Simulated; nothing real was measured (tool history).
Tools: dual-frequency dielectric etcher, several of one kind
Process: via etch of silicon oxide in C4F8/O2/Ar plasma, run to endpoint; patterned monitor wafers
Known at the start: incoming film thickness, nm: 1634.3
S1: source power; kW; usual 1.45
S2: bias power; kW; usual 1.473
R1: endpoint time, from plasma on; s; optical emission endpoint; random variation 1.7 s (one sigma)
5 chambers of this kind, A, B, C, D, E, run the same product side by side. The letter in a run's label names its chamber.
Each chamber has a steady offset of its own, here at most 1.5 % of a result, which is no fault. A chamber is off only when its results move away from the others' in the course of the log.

run,hour,S1,S2,R1
1D,10.2,1.45,1.473,405.16
2A,16.6,1.45,1.473,398.55
# hour 22.5: chamber D: source power generator calibrated
3C,30.4,1.45,1.473,403.77
4E,44.3,1.45,1.473,394.71
5B,57.6,1.45,1.473,396.15
# hour 60.6: chamber B: wet clean of the chamber
# hour 66.4: chamber C: wet clean of the chamber
6E,71.4,1.45,1.473,397.59
7B,78.7,1.45,1.473,396.01
8C,86.1,1.45,1.473,399.35
9D,98.7,1.45,1.473,404
10A,112.2,1.15,1.605,424.5
11C,124.5,1.15,1.605,434.81
12D,132.5,1.15,1.605,430.47
13B,141.4,1.15,1.605,422.79
14E,152.7,1.15,1.605,430.14
15A,164.6,1.45,1.473,398.81
16A,173.7,1.45,1.473,396.24
17B,181.1,1.45,1.473,398.75
18E,192.8,1.45,1.473,403.58
19D,203.9,1.45,1.473,402.37
20C,211.8,1.45,1.473,400.57
21A,220.9,1.45,1.473,395
22C,229.7,1.45,1.473,402.45
23B,240.4,1.45,1.473,396.63
24D,247.1,1.68,1.473,378.82
25E,259.4,1.68,1.473,384.38
26B,272.7,1.68,1.473,374.47
27E,279.5,1.68,1.473,386
28A,291.3,1.68,1.473,373.46
# hour 298.1: chamber D: wet clean of the chamber
29D,299.6,1.45,1.473,402.13
30C,306.8,1.21,1.142,462.07
31B,318.9,1.21,1.142,453.67
32C,332,1.21,1.142,460.83
33E,339.6,1.21,1.142,476.6
34A,349,1.21,1.142,456.67
35D,358.8,1.45,1.473,402.55

Next, every chamber runs the same settings. What will each give?
36A,369.3,1.45,1.339,?
36B,369.3,1.45,1.339,?
36C,369.3,1.45,1.339,?
36D,369.3,1.45,1.339,?
36E,369.3,1.45,1.339,?

run,R1
36A,403.54
36B,404.74
36C,412.21
36D,411.01
36E,428.13
